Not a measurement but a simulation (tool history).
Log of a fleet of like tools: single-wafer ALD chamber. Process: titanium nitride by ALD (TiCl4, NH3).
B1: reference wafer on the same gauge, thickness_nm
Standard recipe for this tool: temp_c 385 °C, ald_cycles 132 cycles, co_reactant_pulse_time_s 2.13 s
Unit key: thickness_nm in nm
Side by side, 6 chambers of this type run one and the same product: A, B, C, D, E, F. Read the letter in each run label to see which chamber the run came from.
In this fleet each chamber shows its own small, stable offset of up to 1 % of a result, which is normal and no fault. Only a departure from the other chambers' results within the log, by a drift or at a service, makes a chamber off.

{"run": "1C", "hour": 6.2, "temp_c": 385, "ald_cycles": 132, "co_reactant_pulse_time_s": 2.13, "B1": 2.8101, "thickness_nm": 2.8704}
{"run": "2E", "hour": 14.8, "temp_c": 385, "ald_cycles": 132, "co_reactant_pulse_time_s": 2.13, "B1": 2.8093, "thickness_nm": 2.8883}
{"run": "3A", "hour": 26.8, "temp_c": 385, "ald_cycles": 132, "co_reactant_pulse_time_s": 2.13, "B1": 2.8098, "thickness_nm": 2.8689}
{"run": "4B", "hour": 36.0, "temp_c": 385, "ald_cycles": 132, "co_reactant_pulse_time_s": 2.13, "B1": 2.8078, "thickness_nm": 2.8824}
{"run": "5D", "hour": 48.0, "temp_c": 385, "ald_cycles": 132, "co_reactant_pulse_time_s": 2.13, "B1": 2.8071, "thickness_nm": 2.9049}
{"run": "6F", "hour": 60.9, "temp_c": 385, "ald_cycles": 132, "co_reactant_pulse_time_s": 2.13, "B1": 2.8079, "thickness_nm": 2.865}
{"run": "7F", "hour": 74.8, "temp_c": 385, "ald_cycles": 132, "co_reactant_pulse_time_s": 2.13, "B1": 2.8057, "thickness_nm": 2.8631}
{"run": "8B", "hour": 86.0, "temp_c": 385, "ald_cycles": 132, "co_reactant_pulse_time_s": 2.13, "B1": 2.8058, "thickness_nm": 2.8769}
{"run": "9D", "hour": 95.0, "temp_c": 385, "ald_cycles": 132, "co_reactant_pulse_time_s": 2.13, "B1": 2.8059, "thickness_nm": 2.8921}
{"run": "10E", "hour": 102.0, "temp_c": 385, "ald_cycles": 132, "co_reactant_pulse_time_s": 2.13, "B1": 2.8053, "thickness_nm": 2.891}
{"run": "11C", "hour": 111.9, "temp_c": 385, "ald_cycles": 132, "co_reactant_pulse_time_s": 2.13, "B1": 2.8051, "thickness_nm": 2.8686}
{"run": "12A", "hour": 122.6, "temp_c": 385, "ald_cycles": 132, "co_reactant_pulse_time_s": 2.13, "B1": 2.8047, "thickness_nm": 2.8626}
{"run": "13B", "hour": 136.4, "temp_c": 385, "ald_cycles": 132, "co_reactant_pulse_time_s": 2.13, "B1": 2.8038, "thickness_nm": 2.8737}
{"run": "14A", "hour": 146.6, "temp_c": 385, "ald_cycles": 132, "co_reactant_pulse_time_s": 2.13, "B1": 2.8027, "thickness_nm": 2.8595}
{"run": "15F", "hour": 159.4, "temp_c": 377, "ald_cycles": 132, "co_reactant_pulse_time_s": 2.13, "B1": 2.8014, "thickness_nm": 2.8468}
{"run": "16D", "hour": 170.2, "temp_c": 377, "ald_cycles": 132, "co_reactant_pulse_time_s": 2.13, "B1": 2.8017, "thickness_nm": 2.879}
{"run": "17C", "hour": 183.1, "temp_c": 377, "ald_cycles": 132, "co_reactant_pulse_time_s": 2.13, "B1": 2.8021, "thickness_nm": 2.8488}
{"run": "18E", "hour": 197.0, "temp_c": 377, "ald_cycles": 132, "co_reactant_pulse_time_s": 2.13, "B1": 2.8021, "thickness_nm": 2.8613}
{"run": "19F", "hour": 210.1, "temp_c": 377, "ald_cycles": 132, "co_reactant_pulse_time_s": 2.13, "B1": 2.7992, "thickness_nm": 2.8268}
{"run": "20A", "hour": 219.5, "temp_c": 377, "ald_cycles": 132, "co_reactant_pulse_time_s": 2.13, "B1": 2.7998, "thickness_nm": 2.8377}
{"run": "21D", "hour": 230.8, "temp_c": 385, "ald_cycles": 132, "co_reactant_pulse_time_s": 2.13, "B1": 2.7992, "thickness_nm": 2.874}
{"run": "22E", "hour": 240.1, "temp_c": 385, "ald_cycles": 132, "co_reactant_pulse_time_s": 2.13, "B1": 2.7987, "thickness_nm": 2.8785}
{"run": "23C", "hour": 250.6, "temp_c": 385, "ald_cycles": 132, "co_reactant_pulse_time_s": 2.13, "B1": 2.7975, "thickness_nm": 2.8627}
{"run": "24B", "hour": 264.1, "temp_c": 385, "ald_cycles": 132, "co_reactant_pulse_time_s": 2.13, "B1": 2.7968, "thickness_nm": 2.8663}
{"run": "25E", "hour": 271.5, "temp_c": 385, "ald_cycles": 132, "co_reactant_pulse_time_s": 2.13, "B1": 2.7974, "thickness_nm": 2.8776}
{"run": "26D", "hour": 278.0, "temp_c": 385, "ald_cycles": 132, "co_reactant_pulse_time_s": 2.13, "B1": 2.7965, "thickness_nm": 2.8882}
{"run": "27A", "hour": 287.6, "temp_c": 385, "ald_cycles": 132, "co_reactant_pulse_time_s": 2.13, "B1": 2.7984, "thickness_nm": 2.8605}
{"run": "28B", "hour": 297.3, "temp_c": 376, "ald_cycles": 132, "co_reactant_pulse_time_s": 2.13, "B1": 2.7953, "thickness_nm": 2.8484}
{"run": "29F", "hour": 306.3, "temp_c": 376, "ald_cycles": 132, "co_reactant_pulse_time_s": 2.13, "B1": 2.7954, "thickness_nm": 2.8315}
{"run": "30C", "hour": 314.0, "temp_c": 376, "ald_cycles": 132, "co_reactant_pulse_time_s": 2.13, "B1": 2.7957, "thickness_nm": 2.83}
{"run": "31F", "hour": 322.7, "temp_c": 376, "ald_cycles": 132, "co_reactant_pulse_time_s": 2.13, "B1": 2.7941, "thickness_nm": 2.8331}
{"hour": 329.4, "done": "chamber C: thermocouple changed; heater temperature recalibrated"}
{"run": "32E", "hour": 331.2, "temp_c": 376, "ald_cycles": 132, "co_reactant_pulse_time_s": 2.13, "B1": 2.7945, "thickness_nm": 2.8371}
{"run": "33C", "hour": 341.8, "temp_c": 376, "ald_cycles": 132, "co_reactant_pulse_time_s": 2.13, "B1": 2.7924, "thickness_nm": 2.8357}
{"run": "34A", "hour": 352.7, "temp_c": 385, "ald_cycles": 132, "co_reactant_pulse_time_s": 2.13, "B1": 2.7934, "thickness_nm": 2.8516}
{"hour": 356.0, "done": "chamber B: thermocouple changed; heater temperature recalibrated"}
{"run": "35B", "hour": 365.2, "temp_c": 385, "ald_cycles": 132, "co_reactant_pulse_time_s": 2.13, "B1": 2.7929, "thickness_nm": 2.8613}
{"hour": 371.1, "done": "chamber A: thermocouple changed; heater temperature recalibrated"}
{"run": "36D", "hour": 377.6, "temp_c": 372, "ald_cycles": 132, "co_reactant_pulse_time_s": 1.55, "B1": 2.7926, "thickness_nm": 2.7705}
{"run": "37A", "hour": 384.2, "temp_c": 372, "ald_cycles": 132, "co_reactant_pulse_time_s": 1.55, "B1": 2.7916, "thickness_nm": 2.7525}
{"run": "38F", "hour": 395.4, "temp_c": 372, "ald_cycles": 132, "co_reactant_pulse_time_s": 1.55, "B1": 2.7903, "thickness_nm": 2.7434}
{"run": "39E", "hour": 404.1, "temp_c": 372, "ald_cycles": 132, "co_reactant_pulse_time_s": 1.55, "B1": 2.7904, "thickness_nm": 2.7662}

What goes on in this fleet: one chamber off, a drifting gauge, or nothing beyond the chambers' own small offsets? Name the chamber and the cause, if any.

Gauge drift. The chambers move together only on paper, and none stands off.
Likeliest cause: gauge reads low (%) = 0.696.
